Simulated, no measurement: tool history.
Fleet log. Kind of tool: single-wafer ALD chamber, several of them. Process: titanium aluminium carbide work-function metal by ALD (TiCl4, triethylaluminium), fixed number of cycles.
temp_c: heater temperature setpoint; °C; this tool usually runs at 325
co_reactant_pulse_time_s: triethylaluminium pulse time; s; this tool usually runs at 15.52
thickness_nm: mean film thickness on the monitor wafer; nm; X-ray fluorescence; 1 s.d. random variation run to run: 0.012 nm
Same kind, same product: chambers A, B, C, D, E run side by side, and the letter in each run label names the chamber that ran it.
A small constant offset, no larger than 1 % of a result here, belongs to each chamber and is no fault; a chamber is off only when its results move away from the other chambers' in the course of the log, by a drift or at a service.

run   hour  temp_c  co_reactant_pulse_time_s  hours since the last thermocouple change  hours since the last triethylaluminium bottle change  read-back reference wafer on the same gauge, thickness_nm  thickness_nm
 1E   10.7     325                     15.52                                    1773.5                                                 384.8                                                     2.2189        2.2658
 2D     20     325                     15.52                                    1274.6                                                 500.3                                                     2.2194        2.2705
 3C     29     325                     15.52                                     875.9                                                 733.7                                                      2.221        2.2841
 4B   35.2     325                     15.52                                       876                                                  73.1                                                     2.2188        2.3062
 5A   45.8     325                     15.52                                    1226.2                                                   784                                                     2.2202        2.2772
 6B   51.7     325                     15.52                                     892.5                                                  89.6                                                     2.2205        2.2934
 7A   58.2     325                     15.52                                    1238.6                                                 796.4                                                     2.2209        2.2727
 8E   66.2     325                     15.52                                      1829                                                 440.3                                                     2.2204        2.2629
 9D   73.7     325                     15.52                                    1328.3                                                   554                                                     2.2209        2.2536
10C   84.1     325                     15.52                                       931                                                 788.8                                                     2.2184        2.3044
11C   90.5     325                     15.52                                     937.4                                                 795.2                                                     2.2193        2.2817
12A  102.3     325                     15.52                                    1282.7                                                 840.5                                                     2.2161        2.2731
     102.6  -- chamber E: thermocouple changed; heater temperature recalibrated
13B  112.7     325                     15.52                                     953.5                                                 150.6                                                     2.2183        2.2853
14E  121.4     325                     15.52                                      18.9                                                 495.5                                                      2.222        2.2911
     126.9  -- chamber D: triethylaluminium bottle replaced
15D  129.8     325                     15.52                                    1384.4                                                   2.9                                                     2.2186        2.2626
16B  140.2     325                     15.52                                       981                                                 178.1                                                     2.2225        2.2756
17E  150.4     325                     15.52                                      47.9                                                 524.5                                                     2.2206        2.2891
18C  158.1     325                     15.52                                      1005                                                 862.8                                                     2.2237        2.2535
19D  169.9     325                     15.52                                    1424.5                                                    43                                                     2.2215        2.2591
     178.3  -- chamber A: thermocouple changed; heater temperature recalibrated
20A  179.2     325                     15.52                                       0.9                                                 917.4                                                     2.2199        2.2669
21C  186.8     325                     15.52                                    1033.7                                                 891.5                                                     2.2194        2.2739
22B  192.4     339                     19.96                                    1033.2                                                 230.3                                                     2.2234        2.4156
     202.4  -- chamber D: thermocouple changed; heater temperature recalibrated
23D  203.3     339                     19.96                                         1                                                  76.4                                                     2.2175        2.4083
24E  211.8     339                     19.96                                     109.3                                                 585.9                                                     2.2203        2.4042
25A    223     339                     19.96                                      44.7                                                 961.2                                                     2.2213        2.4164
26E  233.3     339                     19.96                                     130.8                                                 607.4                                                     2.2203         2.442
27D  243.6     325                     15.52                                      41.3                                                 116.7                                                     2.2154        2.2701
28C  249.5     325                     15.52                                    1096.4                                                 954.2                                                       2.22        2.2736
29B  257.4     325                     15.52                                    1098.2                                                 295.3                                                     2.2192        2.2828
30A  265.4     325                     11.08                                      87.1                                                1003.6                                                     2.2171         2.214
31E    276     325                     11.08                                     173.5                                                 650.1                                                     2.2229         2.235
32A  284.2     325                     11.08                                     105.9                                                1022.4                                                     2.2201        2.2393
33C  291.3     325                     11.08                                    1138.2                                                   996                                                     2.2229        2.2545
34D  301.3     325                     11.08                                        99                                                 174.4                                                     2.2182        2.2195
35B  310.5     325                     15.52                                    1151.3                                                 348.4                                                     2.2237        2.3042

Has any chamber moved away from the others, gradually or after a service, or does the common gauge drift, or do the chambers differ only by their own small steady offsets? State the chamber and the most likely cause if one applies.

Nothing is wrong: each chamber keeps only its own small, steady offset and the gauge holds still.

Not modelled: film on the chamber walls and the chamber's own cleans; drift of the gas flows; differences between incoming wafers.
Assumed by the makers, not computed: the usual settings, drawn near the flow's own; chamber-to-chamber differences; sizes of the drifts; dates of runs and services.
